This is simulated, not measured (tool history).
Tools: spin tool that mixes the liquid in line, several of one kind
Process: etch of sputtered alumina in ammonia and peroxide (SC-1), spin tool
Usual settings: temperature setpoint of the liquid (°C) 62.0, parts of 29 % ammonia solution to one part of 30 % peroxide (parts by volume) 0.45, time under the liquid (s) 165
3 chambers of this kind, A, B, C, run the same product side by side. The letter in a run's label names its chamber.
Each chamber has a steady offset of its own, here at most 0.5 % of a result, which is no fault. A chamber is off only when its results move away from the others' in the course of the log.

| run | day | temperature setpoint of the liquid (°C) | parts of 29 % ammonia solution to one part of 30 % peroxide (parts by volume) | time under the liquid (s) | read-back film thickness of the sputtered alumina reference wafer, read on the same gauge (nm) | thickness taken off the sputtered alumina on a monitor wafer (angstrom) |
|---|---|---|---|---|---|---|
| 1A | 0.500 | 62.0 | 0.45 | 165 | 149.99 | 111.940 |
| 2C | 0.862 | 62.0 | 0.45 | 165 | 149.99 | 113.060 |
| 3B | 1.429 | 62.0 | 0.45 | 165 | 150.00 | 113.140 |
| 4C | 1.992 | 62.0 | 0.45 | 165 | 150.00 | 112.070 |
| 5A | 2.404 | 62.0 | 0.45 | 165 | 150.00 | 112.140 |
| 6B | 2.838 | 62.0 | 0.35 | 165 | 149.96 | 109.240 |
| 7B | 3.225 | 62.0 | 0.35 | 165 | 150.04 | 110.450 |
| 8C | 3.825 | 62.0 | 0.35 | 165 | 149.96 | 110.850 |
| 9A | 4.208 | 62.0 | 0.45 | 230 | 150.01 | 153.980 |
| 10A | 4.808 | 62.0 | 0.45 | 230 | 150.00 | 156.030 |
| 11C | 5.171 | 62.0 | 0.45 | 230 | 150.02 | 155.940 |
| 12B | 5.712 | 62.0 | 0.45 | 165 | 149.98 | 112.430 |
| 13C | 6.271 | 62.0 | 0.45 | 165 | 150.01 | 114.530 |
| 14B | 6.871 | 62.0 | 0.45 | 165 | 150.00 | 114.310 |
| 15A | 7.179 | 62.0 | 0.45 | 165 | 149.99 | 111.900 |
| 16B | 7.725 | 62.0 | 0.45 | 165 | 150.05 | 113.430 |
| 17A | 8.046 | 62.0 | 0.45 | 165 | 150.03 | 111.000 |
| 18C | 8.362 | 62.0 | 0.45 | 165 | 149.98 | 118.390 |
| 19B | 8.658 | 62.0 | 0.45 | 165 | 150.02 | 111.700 |
| 20A | 9.125 | 62.0 | 0.45 | 165 | 150.02 | 112.870 |
| 21C | 9.671 | 62.0 | 0.45 | 165 | 149.99 | 119.900 |
| 22C | 10.138 | 62.0 | 0.45 | 165 | 150.00 | 119.610 |
| 23A | 10.433 | 56.5 | 0.45 | 165 | 149.99 | 84.506 |
|  | 10.579 | chamber C: new drum of ammonia solution connected |
| 24B | 10.738 | 56.5 | 0.45 | 165 | 149.99 | 85.471 |
| 25C | 11.304 | 56.5 | 0.45 | 165 | 150.02 | 92.090 |
| 26B | 11.729 | 62.0 | 0.45 | 225 | 150.01 | 156.170 |
| 27A | 12.117 | 62.0 | 0.45 | 225 | 150.01 | 152.100 |
| 28A | 12.450 | 62.0 | 0.45 | 225 | 150.05 | 153.850 |

What goes on in this fleet: one chamber off, a drifting gauge, or nothing beyond the chambers' own small offsets? Name the chamber and the cause, if any.

Chamber C drifts away from the others.
Cause: liquid hotter than its thermometer reads (K) = 1.91.

Here are 4 candidates for chamber C's next run, each the usual settings with a change, their results left as question marks. Which one brings its results back in line with what the others give on the usual settings?
In line means no further than this from the other chambers' mean on the usual settings: thickness taken off the sputtered alumina on a monitor wafer (angstrom) 2.500
| 29C-1 | 12.900 | 60.0 | 0.45 | 165 |  | ? |
| 29C-2 | 12.900 | 62.5 | 0.45 | 170 |  | ? |
| 29C-3 | 12.900 | 61.0 | 0.45 | 165 |  | ? |
| 29C-4 | 12.900 | 64.0 | 0.45 | 165 |  | ? |

The other chambers' mean on the usual settings: thickness taken off the sputtered alumina on a monitor wafer (angstrom) 112.610
| run | thickness taken off the sputtered alumina on a monitor wafer (angstrom) |
|---|---|
| 29C-1 | 112.220 |
| 29C-2 | 130.970 |
| 29C-3 | 117.970 |
| 29C-4 | 136.790 |
29C-1 brings the chamber back in line.
